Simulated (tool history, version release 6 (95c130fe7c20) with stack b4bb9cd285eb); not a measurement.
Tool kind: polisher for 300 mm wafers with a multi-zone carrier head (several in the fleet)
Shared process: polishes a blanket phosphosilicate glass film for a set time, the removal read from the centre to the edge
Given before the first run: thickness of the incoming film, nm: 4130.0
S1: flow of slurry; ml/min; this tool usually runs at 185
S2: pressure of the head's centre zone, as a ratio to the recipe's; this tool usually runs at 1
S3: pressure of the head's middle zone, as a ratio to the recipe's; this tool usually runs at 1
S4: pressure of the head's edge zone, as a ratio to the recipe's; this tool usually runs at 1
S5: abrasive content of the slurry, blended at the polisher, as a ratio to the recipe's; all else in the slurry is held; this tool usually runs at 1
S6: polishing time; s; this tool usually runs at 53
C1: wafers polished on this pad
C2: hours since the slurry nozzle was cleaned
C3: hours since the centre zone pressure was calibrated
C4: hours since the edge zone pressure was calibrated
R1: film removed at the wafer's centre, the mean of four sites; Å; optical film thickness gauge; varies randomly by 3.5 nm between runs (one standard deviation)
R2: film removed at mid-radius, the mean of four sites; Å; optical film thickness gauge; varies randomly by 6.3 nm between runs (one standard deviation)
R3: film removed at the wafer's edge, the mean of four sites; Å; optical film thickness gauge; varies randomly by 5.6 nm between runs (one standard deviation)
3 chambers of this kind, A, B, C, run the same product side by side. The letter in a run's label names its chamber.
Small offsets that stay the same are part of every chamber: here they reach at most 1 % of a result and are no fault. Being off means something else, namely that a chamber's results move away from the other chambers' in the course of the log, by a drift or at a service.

{"run": "1C", "hour": 2.6, "S1": 185, "S2": 1, "S3": 1, "S4": 1, "S5": 1, "S6": 53, "C1": 153, "C2": 157.5, "C3": 110.6, "C4": 513.3, "R1": 5002.4, "R2": 4854.1, "R3": 5004.6}
{"run": "2B", "hour": 6.3, "S1": 185, "S2": 1, "S3": 1, "S4": 1, "S5": 1, "S6": 53, "C1": 1137, "C2": 495.6, "C3": 50.9, "C4": 947.9, "R1": 4812.5, "R2": 4890.8, "R3": 4874.9}
{"run": "3A", "hour": 10.6, "S1": 185, "S2": 1, "S3": 1, "S4": 1, "S5": 1, "S6": 53, "C1": 600, "C2": 310.2, "C3": 70.3, "C4": 406.9, "R1": 4890.5, "R2": 4851.3, "R3": 4862.2}
{"run": "4A", "hour": 13.2, "S1": 185, "S2": 1, "S3": 1, "S4": 1, "S5": 1, "S6": 53, "C1": 621, "C2": 312.8, "C3": 72.9, "C4": 409.5, "R1": 4860.5, "R2": 4907.7, "R3": 4968.2}
{"hour": 13.3, "done": "chamber B: worn pad replaced by a new one"}
{"run": "5C", "hour": 17.2, "S1": 185, "S2": 1, "S3": 1, "S4": 1, "S5": 1, "S6": 53, "C1": 273, "C2": 172.1, "C3": 125.2, "C4": 527.9, "R1": 4944.2, "R2": 4824.5, "R3": 4973.8}
{"hour": 19.7, "done": "chamber A: worn pad replaced by a new one"}
{"run": "6B", "hour": 20.5, "S1": 185, "S2": 1, "S3": 1, "S4": 1, "S5": 1, "S6": 53, "C1": 59, "C2": 509.8, "C3": 65.1, "C4": 962.1, "R1": 4934.9, "R2": 4914, "R3": 4867}
{"run": "7A", "hour": 23.8, "S1": 185, "S2": 1, "S3": 1, "S4": 1, "S5": 1, "S6": 53, "C1": 33, "C2": 323.4, "C3": 83.5, "C4": 420.1, "R1": 4883.2, "R2": 4859.3, "R3": 4881}
{"run": "8C", "hour": 27.1, "S1": 185, "S2": 1, "S3": 1, "S4": 1, "S5": 1, "S6": 53, "C1": 354, "C2": 182, "C3": 135.1, "C4": 537.8, "R1": 4986.3, "R2": 4895, "R3": 4983.3}
{"run": "9B", "hour": 29.3, "S1": 185, "S2": 1, "S3": 1, "S4": 1, "S5": 1, "S6": 53, "C1": 132, "C2": 518.6, "C3": 73.9, "C4": 970.9, "R1": 4939.8, "R2": 4963.1, "R3": 4867.6}
{"run": "10A", "hour": 31.6, "S1": 185, "S2": 1, "S3": 1, "S4": 1, "S5": 1, "S6": 53, "C1": 98, "C2": 331.2, "C3": 91.3, "C4": 427.9, "R1": 4905.8, "R2": 4968, "R3": 4975.6}
{"run": "11B", "hour": 33.8, "S1": 185, "S2": 1, "S3": 1, "S4": 1, "S5": 1, "S6": 53, "C1": 169, "C2": 523.1, "C3": 78.4, "C4": 975.4, "R1": 4864.2, "R2": 4954.7, "R3": 4909}
{"run": "12C", "hour": 37.7, "S1": 185, "S2": 1, "S3": 1, "S4": 1, "S5": 1, "S6": 53, "C1": 442, "C2": 192.6, "C3": 145.7, "C4": 548.4, "R1": 4938, "R2": 4855.6, "R3": 4951.7}
{"run": "13B", "hour": 41.7, "S1": 185, "S2": 1, "S3": 1, "S4": 1, "S5": 1, "S6": 53, "C1": 234, "C2": 531, "C3": 86.3, "C4": 983.3, "R1": 4914.9, "R2": 4958.5, "R3": 4895}
{"run": "14C", "hour": 44.3, "S1": 185, "S2": 1, "S3": 1, "S4": 1, "S5": 1, "S6": 53, "C1": 496, "C2": 199.2, "C3": 152.3, "C4": 555, "R1": 4978, "R2": 4927.4, "R3": 4913.2}
{"run": "15A", "hour": 48.5, "S1": 185, "S2": 1, "S3": 1, "S4": 1, "S5": 1.2, "S6": 70, "C1": 237, "C2": 348.1, "C3": 108.2, "C4": 444.8, "R1": 6950, "R2": 7008.6, "R3": 7098.1}
{"run": "16C", "hour": 51.5, "S1": 185, "S2": 1, "S3": 1, "S4": 1, "S5": 1.2, "S6": 70, "C1": 555, "C2": 206.4, "C3": 159.5, "C4": 562.2, "R1": 7005.4, "R2": 7011.3, "R3": 6910.4}
{"hour": 51.8, "done": "chamber B: slurry nozzle cleaned"}
{"run": "17A", "hour": 54.5, "S1": 185, "S2": 1, "S3": 1, "S4": 1, "S5": 1.2, "S6": 70, "C1": 286, "C2": 354.1, "C3": 114.2, "C4": 450.8, "R1": 6990.9, "R2": 7029.5, "R3": 7204.3}
{"run": "18B", "hour": 57.1, "S1": 185, "S2": 1, "S3": 1, "S4": 1, "S5": 1, "S6": 53, "C1": 361, "C2": 5.4, "C3": 101.7, "C4": 998.7, "R1": 4836.6, "R2": 4947.1, "R3": 4918.8}
{"run": "19B", "hour": 59.2, "S1": 185, "S2": 1, "S3": 1, "S4": 1, "S5": 1, "S6": 53, "C1": 378, "C2": 7.5, "C3": 103.8, "C4": 1000.8, "R1": 4907.9, "R2": 4976, "R3": 4961.3}
{"run": "20C", "hour": 63.4, "S1": 160, "S2": 1, "S3": 1, "S4": 1, "S5": 0.9, "S6": 53, "C1": 653, "C2": 218.3, "C3": 171.4, "C4": 574.1, "R1": 4427.1, "R2": 4310.8, "R3": 4606.1}
{"run": "21A", "hour": 66.6, "S1": 160, "S2": 1, "S3": 1, "S4": 1, "S5": 0.9, "S6": 53, "C1": 386, "C2": 366.2, "C3": 126.3, "C4": 462.9, "R1": 4532.5, "R2": 4502.7, "R3": 4629.5}
{"run": "22A", "hour": 69.6, "S1": 160, "S2": 1, "S3": 1, "S4": 1, "S5": 0.9, "S6": 53, "C1": 411, "C2": 369.2, "C3": 129.3, "C4": 465.9, "R1": 4537.9, "R2": 4560.7, "R3": 4594.1}
{"hour": 70.8, "done": "chamber B: edge zone pressure recalibrated"}
{"run": "23C", "hour": 71.8, "S1": 185, "S2": 1, "S3": 1, "S4": 1, "S5": 1, "S6": 53, "C1": 723, "C2": 226.7, "C3": 179.8, "C4": 582.5, "R1": 4705.8, "R2": 4655.9, "R3": 4719}
{"run": "24B", "hour": 74.8, "S1": 185, "S2": 1, "S3": 1, "S4": 1, "S5": 1, "S6": 53, "C1": 506, "C2": 23.1, "C3": 119.4, "C4": 4.1, "R1": 4853.5, "R2": 4883, "R3": 4949.5}
{"run": "25B", "hour": 77.1, "S1": 185, "S2": 1, "S3": 1, "S4": 1, "S5": 1, "S6": 53, "C1": 525, "C2": 25.4, "C3": 121.7, "C4": 6.4, "R1": 4929.2, "R2": 5083.2, "R3": 4911.8}
{"run": "26A", "hour": 79.4, "S1": 185, "S2": 1, "S3": 1, "S4": 1, "S5": 1, "S6": 53, "C1": 491, "C2": 379, "C3": 139.1, "C4": 475.7, "R1": 4864.4, "R2": 5009.9, "R3": 4886.8}
{"run": "27C", "hour": 82.4, "S1": 185, "S2": 1, "S3": 1, "S4": 1, "S5": 1, "S6": 53, "C1": 810, "C2": 237.3, "C3": 190.4, "C4": 593.1, "R1": 4626.4, "R2": 4662.3, "R3": 4865.6}
{"run": "28C", "hour": 85.1, "S1": 185, "S2": 1, "S3": 1, "S4": 1, "S5": 1, "S6": 53, "C1": 832, "C2": 240, "C3": 193.1, "C4": 595.8, "R1": 4600.2, "R2": 4581.5, "R3": 4827.2}
{"run": "29B", "hour": 87.6, "S1": 185, "S2": 1, "S3": 1, "S4": 1, "S5": 1, "S6": 53, "C1": 612, "C2": 35.9, "C3": 132.2, "C4": 16.9, "R1": 4879.2, "R2": 4976.9, "R3": 4922.8}
{"hour": 89.4, "done": "chamber A: slurry nozzle cleaned"}
{"run": "30A", "hour": 90.7, "S1": 185, "S2": 1, "S3": 1, "S4": 1, "S5": 1, "S6": 53, "C1": 584, "C2": 1.3, "C3": 150.4, "C4": 487, "R1": 4913, "R2": 4976.8, "R3": 4965.6}
{"run": "31A", "hour": 92.7, "S1": 185, "S2": 1, "S3": 1, "S4": 1, "S5": 1, "S6": 53, "C1": 601, "C2": 3.3, "C3": 152.4, "C4": 489, "R1": 4854.3, "R2": 5005.8, "R3": 4874.5}

Is one chamber out of step, is the gauge drifting, or do the chambers differ by no more than their own small offsets? For an off chamber, give its letter and the likeliest cause.

Chamber C drifts away from the others.
What lies behind it: slurry flow missing at the pad, % = 35.
The log may not tell that from: removal rate lost through wear of the pad, %.

Here are 4 candidates for chamber C's next run, each the usual settings with a change, their results left as question marks. Which one brings its results back in line with what the others give on the usual settings?
In line here means within this much of the mean the other chambers give on the usual settings: R1 120 Å; R2 220 Å; R3 200 Å
{"run": "32C-1", "hour": 95.8, "S1": 185, "S2": 0.99, "S3": 0.99, "S4": 1.01, "S5": 1, "S6": 52, "R1": "?", "R2": "?", "R3": "?"}
{"run": "32C-2", "hour": 95.8, "S1": 190, "S2": 1.02, "S3": 1.02, "S4": 0.98, "S5": 1, "S6": 56, "R1": "?", "R2": "?", "R3": "?"}
{"run": "32C-3", "hour": 95.8, "S1": 180, "S2": 0.99, "S3": 0.98, "S4": 1.02, "S5": 1, "S6": 50, "R1": "?", "R2": "?", "R3": "?"}
{"run": "32C-4", "hour": 95.8, "S1": 185, "S2": 1.01, "S3": 1.01, "S4": 0.99, "S5": 1, "S6": 54, "R1": "?", "R2": "?", "R3": "?"}

Other chambers, usual settings, mean: R1 4906 Å; R2 4935.8 Å; R3 4928 Å
run=32C-1 R1=4359.1 R2=4401.4 R3=4570
run=32C-2 R1=4885.4 R2=4904 R3=4864.7
run=32C-3 R1=4159.5 R2=4164.5 R3=4397.1
run=32C-4 R1=4627.1 R2=4656.3 R3=4695.6
The right change is 32C-2: it brings the chamber back within the allowed miss of the others.
